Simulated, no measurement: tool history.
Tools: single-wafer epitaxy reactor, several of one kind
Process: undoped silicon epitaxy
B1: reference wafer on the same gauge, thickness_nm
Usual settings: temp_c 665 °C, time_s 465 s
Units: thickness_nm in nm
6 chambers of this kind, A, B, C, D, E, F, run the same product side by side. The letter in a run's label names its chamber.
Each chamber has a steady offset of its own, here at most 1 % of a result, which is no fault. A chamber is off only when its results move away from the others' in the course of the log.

Run 1D, hour 10.5: usual settings; B1 109.98. Result: thickness_nm 108.21 nm.
Run 2E, hour 22.2: usual settings; B1 109.93. Result: thickness_nm 106.85 nm.
Run 3A, hour 34.3: usual settings; B1 109.91. Result: thickness_nm 108.07 nm.
Run 4C, hour 46.5: usual settings; B1 109.90. Result: thickness_nm 108.29 nm.
Run 5F, hour 55.8: usual settings; B1 109.91. Result: thickness_nm 107.75 nm.
Run 6B, hour 64.9: usual settings; B1 109.88. Result: thickness_nm 107.85 nm.
Run 7D, hour 72.6: usual settings; B1 109.88. Result: thickness_nm 107.86 nm.
Run 8C, hour 83.2: usual settings; B1 109.92. Result: thickness_nm 107.89 nm.
Run 9E, hour 99.3: usual settings; B1 109.87. Result: thickness_nm 107.12 nm.
Run 10F, hour 113.0: usual settings; B1 109.85. Result: thickness_nm 107.82 nm.
Run 11B, hour 126.9: usual settings; B1 109.79. Result: thickness_nm 107.64 nm.
Run 12A, hour 136.9: usual settings but temp_c 670 °C, time_s 434 s; B1 109.79. Result: thickness_nm 112.03 nm.
Run 13F, hour 147.6: usual settings but temp_c 670 °C, time_s 434 s; B1 109.81. Result: thickness_nm 111.83 nm.
Run 14C, hour 156.0: usual settings but temp_c 670 °C, time_s 434 s; B1 109.73. Result: thickness_nm 112.11 nm.
Run 15D, hour 169.2: usual settings but temp_c 670 °C, time_s 434 s; B1 109.75. Result: thickness_nm 111.85 nm.
Run 16E, hour 184.9: usual settings but temp_c 670 °C, time_s 434 s; B1 109.74. Result: thickness_nm 110.60 nm.
Run 17B, hour 197.2: usual settings but temp_c 670 °C, time_s 434 s; B1 109.73. Result: thickness_nm 111.84 nm.
Run 18A, hour 208.4: usual settings; B1 109.73. Result: thickness_nm 107.70 nm.
Run 19C, hour 222.1: usual settings but time_s 538 s; B1 109.72. Result: thickness_nm 124.92 nm.
Run 20E, hour 237.3: usual settings but time_s 538 s; B1 109.66. Result: thickness_nm 123.41 nm.
Run 21F, hour 246.5: usual settings but time_s 538 s; B1 109.66. Result: thickness_nm 124.01 nm.
Run 22A, hour 257.1: usual settings but time_s 538 s; B1 109.62. Result: thickness_nm 124.81 nm.
Run 23D, hour 265.4: usual settings but time_s 538 s; B1 109.62. Result: thickness_nm 124.49 nm.
At hour 274.0: chamber B: pyrometer calibrated.
Run 24B, hour 280.6: usual settings but time_s 538 s; B1 109.58. Result: thickness_nm 124.41 nm.
Run 25F, hour 291.5: usual settings but temp_c 677 °C, time_s 426 s; B1 109.61. Result: thickness_nm 126.91 nm.
Run 26C, hour 306.2: usual settings but temp_c 677 °C, time_s 426 s; B1 109.56. Result: thickness_nm 127.27 nm.
Run 27B, hour 314.8: usual settings but temp_c 677 °C, time_s 426 s; B1 109.53. Result: thickness_nm 126.59 nm.
Run 28E, hour 324.4: usual settings but temp_c 677 °C, time_s 426 s; B1 109.49. Result: thickness_nm 125.25 nm.
Run 29A, hour 332.5: usual settings but temp_c 677 °C, time_s 426 s; B1 109.53. Result: thickness_nm 126.50 nm.
Run 30D, hour 342.6: usual settings but temp_c 677 °C, time_s 426 s; B1 109.50. Result: thickness_nm 126.52 nm.
Run 31E, hour 353.4: usual settings; B1 109.51. Result: thickness_nm 106.28 nm.
Run 32C, hour 368.3: usual settings; B1 109.46. Result: thickness_nm 107.96 nm.
Run 33F, hour 383.7: usual settings; B1 109.47. Result: thickness_nm 106.99 nm.
Run 34B, hour 397.7: usual settings; B1 109.43. Result: thickness_nm 107.70 nm.
Run 35A, hour 409.6: usual settings; B1 109.44. Result: thickness_nm 107.28 nm.
Run 36D, hour 418.5: usual settings; B1 109.37. Result: thickness_nm 107.51 nm.
Run 37D, hour 434.4: usual settings; B1 109.39. Result: thickness_nm 107.08 nm.
Run 38A, hour 449.7: usual settings; B1 109.36. Result: thickness_nm 107.43 nm.
Run 39B, hour 459.2: usual settings; B1 109.36. Result: thickness_nm 107.28 nm.

What goes on in this fleet: one chamber off, a drifting gauge, or nothing beyond the chambers' own small offsets? Name the chamber and the cause, if any.

The gauge drifts, so all chambers seem to drift together. No chamber is off.
Cause: gauge reads low (%) = 0.62.

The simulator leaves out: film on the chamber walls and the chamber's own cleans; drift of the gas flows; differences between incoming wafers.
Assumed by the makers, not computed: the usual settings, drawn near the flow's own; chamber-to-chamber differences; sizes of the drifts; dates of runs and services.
